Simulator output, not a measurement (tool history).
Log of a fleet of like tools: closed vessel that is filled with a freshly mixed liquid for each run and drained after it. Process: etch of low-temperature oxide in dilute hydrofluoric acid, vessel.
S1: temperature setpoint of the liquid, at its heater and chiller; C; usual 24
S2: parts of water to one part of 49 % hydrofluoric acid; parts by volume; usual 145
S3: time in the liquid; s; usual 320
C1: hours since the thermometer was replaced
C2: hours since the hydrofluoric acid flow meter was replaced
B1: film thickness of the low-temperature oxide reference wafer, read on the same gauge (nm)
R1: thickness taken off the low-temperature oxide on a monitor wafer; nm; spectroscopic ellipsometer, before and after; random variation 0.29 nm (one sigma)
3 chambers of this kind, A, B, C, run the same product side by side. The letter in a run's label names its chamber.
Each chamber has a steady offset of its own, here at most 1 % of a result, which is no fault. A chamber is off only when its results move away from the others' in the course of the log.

run	hour	S1	S2	S3	C1	C2	B1	R1
1B	5.5	24	145	320	572.3	434.1	99.976	37.872
2A	17.3	24	145	320	971.4	650.4	99.995	38.129
3C	23.7	24	145	320	352.2	685	100.02	38.532
4B	30.5	24	145	320	597.3	459.1	100.01	38.002
# hour 32: chamber C: hydrofluoric acid flow meter replaced
5C	36.7	24	145	320	365.2	4.8	99.996	37.978
6A	47.7	24	145	320	1001.8	680.8	100.03	38.117
7B	54.2	24	145	320	621	482.8	99.972	37.595
8A	59.9	24	145	320	1014	693	99.973	37.532
9C	65.4	24	145	320	393.9	33.5	99.992	38.041
10C	73.7	24	145	320	402.2	41.8	99.992	37.721
11A	83.8	24	145	320	1037.9	716.9	99.999	37.88
12B	90.9	24	145	320	657.7	519.5	99.99	37.916
13B	100.8	24	145	320	667.6	529.4	100.02	38.02
14C	111.3	26	105	320	439.8	79.4	100.01	59.537
15A	122.3	26	105	320	1076.4	755.4	100	59.716
16A	132.2	26	105	320	1086.3	765.3	99.972	60.045
17B	144.5	24	145	320	711.3	573.1	100.01	37.635
18C	155.4	24	145	320	483.9	123.5	100.03	38.277
19A	164.3	24	145	320	1118.4	797.4	99.998	37.784
20C	175.7	24	145	320	504.2	143.8	99.987	38.441
21B	181.6	24	145	320	748.4	610.2	100.01	37.6
22C	192.9	24	145	320	521.4	161	99.982	38.852
23A	201.8	24	145	320	1155.9	834.9	100.03	37.77
24B	213.4	24	145	320	780.2	642	99.997	37.842
25A	220	24	145	320	1174.1	853.1	99.994	38.086
26B	231	24	145	320	797.8	659.6	99.949	37.615
# hour 240: chamber A: thermometer replaced
27C	241.3	24	145	320	569.8	209.4	99.993	39.354
28C	249.6	21	185	320	578.1	217.7	100	26.913
29B	256.7	21	185	320	823.5	685.3	99.993	25.49
30A	264.8	21	185	320	24.8	897.9	100	24.863
31B	273.3	19.5	200	320	840.1	701.9	99.986	21.817
32A	282.4	19.5	200	320	42.4	915.5	99.979	21.351
33C	288.3	19.5	200	320	616.8	256.4	99.98	23.411
34C	295.2	24	145	320	623.7	263.3	99.993	40.31
35B	305.3	24	145	320	872.1	733.9	100.01	37.976
36A	313.6	24	145	320	73.6	946.7	100	37.793
37C	324	24	145	320	652.5	292.1	100.03	40.917
38B	336	24	145	405	902.8	764.6	99.998	47.21
39A	341.9	24	145	405	101.9	975	100.01	47.84

All 3 chambers run these settings next. Forecast each chamber's results:
40A	350.7	24	145	210				?
40B	350.7	24	145	210				?
40C	350.7	24	145	210				?

run	R1
40A	24.91
40B	24.826
40C	26.69
